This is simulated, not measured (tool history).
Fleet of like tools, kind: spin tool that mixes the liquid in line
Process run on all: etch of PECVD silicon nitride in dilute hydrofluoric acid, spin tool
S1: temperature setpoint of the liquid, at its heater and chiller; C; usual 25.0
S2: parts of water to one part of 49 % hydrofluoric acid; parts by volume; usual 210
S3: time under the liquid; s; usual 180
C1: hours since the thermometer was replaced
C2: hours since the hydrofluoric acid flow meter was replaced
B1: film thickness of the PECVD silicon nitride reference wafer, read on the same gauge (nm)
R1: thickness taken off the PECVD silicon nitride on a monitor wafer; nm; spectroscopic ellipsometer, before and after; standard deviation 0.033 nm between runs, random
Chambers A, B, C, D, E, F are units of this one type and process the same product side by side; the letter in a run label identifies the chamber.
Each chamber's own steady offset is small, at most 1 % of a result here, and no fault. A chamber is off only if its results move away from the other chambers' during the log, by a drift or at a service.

run 1D hour=8.8 | S1=25.0 S2=210 S3=180 | C1=670.1 C2=1428.6 | B1=50.007 | R1=3.3563
run 2A hour=15.5 | S1=25.0 S2=210 S3=180 | C1=336.2 C2=19.6 | B1=49.987 | R1=3.3574
run 3F hour=23.1 | S1=25.0 S2=210 S3=180 | C1=59.3 C2=281.6 | B1=50.012 | R1=3.3343
run 4C hour=29.5 | S1=25.0 S2=210 S3=180 | C1=856.7 C2=767.4 | B1=50.009 | R1=3.4265
run 5E hour=36.1 | S1=25.0 S2=210 S3=180 | C1=258.2 C2=497.6 | B1=50.013 | R1=3.3517
run 6B hour=48.1 | S1=27.5 S2=210 S3=215 | C1=954.8 C2=890.3 | B1=49.978 | R1=4.6303
run 7A hour=60.4 | S1=27.5 S2=210 S3=215 | C1=381.1 C2=64.5 | B1=49.969 | R1=4.5630
run 8B hour=72.4 | S1=27.5 S2=210 S3=215 | C1=979.1 C2=914.6 | B1=49.994 | R1=4.6202
run 9F hour=85.1 | S1=27.5 S2=210 S3=215 | C1=121.3 C2=343.6 | B1=49.995 | R1=4.7396
run 10C hour=92.4 | S1=27.5 S2=210 S3=215 | C1=919.6 C2=830.3 | B1=50.003 | R1=4.6929
run 11E hour=103.4 | S1=27.5 S2=210 S3=215 | C1=325.5 C2=564.9 | B1=49.983 | R1=4.6849
run 12D hour=116.1 | S1=25.0 S2=210 S3=180 | C1=777.4 C2=1535.9 | B1=50.028 | R1=3.3575
run 13B hour=128.7 | S1=21.0 S2=210 S3=130 | C1=1035.4 C2=970.9 | B1=50.019 | R1=1.8404
run 14E hour=138.5 | S1=21.0 S2=210 S3=130 | C1=360.6 C2=600.0 | B1=49.985 | R1=1.8670
run 15A hour=144.7 | S1=21.0 S2=210 S3=130 | C1=465.4 C2=148.8 | B1=50.013 | R1=1.8327
run 16D hour=150.9 | S1=21.0 S2=210 S3=130 | C1=812.2 C2=1570.7 | B1=49.974 | R1=1.8651
-- hour=152.2 chamber D: thermometer replaced
run 17F hour=163.3 | S1=21.0 S2=210 S3=130 | C1=199.5 C2=421.8 | B1=50.012 | R1=1.8940
run 18C hour=170.7 | S1=21.0 S2=210 S3=130 | C1=997.9 C2=908.6 | B1=50.003 | R1=1.8940
run 19C hour=180.8 | S1=25.0 S2=210 S3=180 | C1=1008.0 C2=918.7 | B1=49.993 | R1=3.3584
run 20D hour=186.8 | S1=25.0 S2=210 S3=180 | C1=34.7 C2=1606.6 | B1=50.031 | R1=3.4168
run 21E hour=198.0 | S1=25.0 S2=255 S3=180 | C1=420.1 C2=659.5 | B1=49.990 | R1=2.7761
run 22A hour=203.8 | S1=25.0 S2=255 S3=180 | C1=524.5 C2=207.9 | B1=50.054 | R1=2.7680
run 23F hour=211.5 | S1=25.0 S2=255 S3=180 | C1=247.7 C2=470.0 | B1=50.000 | R1=2.8120
run 24B hour=220.4 | S1=25.0 S2=255 S3=180 | C1=1127.1 C2=1062.6 | B1=49.937 | R1=2.7823
run 25F hour=230.4 | S1=25.0 S2=255 S3=180 | C1=266.6 C2=488.9 | B1=49.984 | R1=2.8058
run 26B hour=240.7 | S1=25.0 S2=255 S3=180 | C1=1147.4 C2=1082.9 | B1=49.979 | R1=2.7618
run 27C hour=251.5 | S1=25.0 S2=210 S3=180 | C1=1078.7 C2=989.4 | B1=49.998 | R1=3.3876
run 28A hour=260.6 | S1=25.0 S2=210 S3=180 | C1=581.3 C2=264.7 | B1=49.975 | R1=3.3548
run 29E hour=269.1 | S1=25.0 S2=210 S3=180 | C1=491.2 C2=730.6 | B1=50.030 | R1=3.3268
-- hour=278.8 chamber E: hydrofluoric acid flow meter replaced
run 30D hour=279.5 | S1=25.0 S2=210 S3=180 | C1=127.4 C2=1699.3 | B1=50.048 | R1=3.3663
run 31A hour=292.0 | S1=25.0 S2=210 S3=180 | C1=612.7 C2=296.1 | B1=50.015 | R1=3.3456
run 32D hour=300.7 | S1=25.0 S2=210 S3=105 | C1=148.6 C2=1720.5 | B1=49.981 | R1=1.9361
run 33B hour=312.7 | S1=25.0 S2=210 S3=105 | C1=1219.4 C2=1154.9 | B1=50.006 | R1=1.9383
run 34C hour=323.7 | S1=25.0 S2=210 S3=105 | C1=1150.9 C2=1061.6 | B1=50.048 | R1=1.9701
run 35F hour=335.0 | S1=25.0 S2=210 S3=105 | C1=371.2 C2=593.5 | B1=49.997 | R1=1.9791
run 36E hour=347.7 | S1=25.0 S2=210 S3=105 | C1=569.8 C2=68.9 | B1=50.033 | R1=1.9488
run 37A hour=356.9 | S1=25.0 S2=210 S3=105 | C1=677.6 C2=361.0 | B1=50.018 | R1=1.9414
run 38B hour=367.7 | S1=25.0 S2=210 S3=180 | C1=1274.4 C2=1209.9 | B1=50.036 | R1=3.3930
run 39E hour=374.5 | S1=25.0 S2=210 S3=180 | C1=596.6 C2=95.7 | B1=50.014 | R1=3.3633

Next, all 6 chambers run the settings below, one line each with question marks for the results. What does each chamber give?
run 40A hour=383.8 | S1=29.5 S2=210 S3=180 | R1=?
run 40B hour=383.8 | S1=29.5 S2=210 S3=180 | R1=?
run 40C hour=383.8 | S1=29.5 S2=210 S3=180 | R1=?
run 40D hour=383.8 | S1=29.5 S2=210 S3=180 | R1=?
run 40E hour=383.8 | S1=29.5 S2=210 S3=180 | R1=?
run 40F hour=383.8 | S1=29.5 S2=210 S3=180 | R1=?

run=40A R1=4.3391
run=40B R1=4.4220
run=40C R1=4.3882
run=40D R1=4.3849
run=40E R1=4.3735
run=40F R1=4.4368
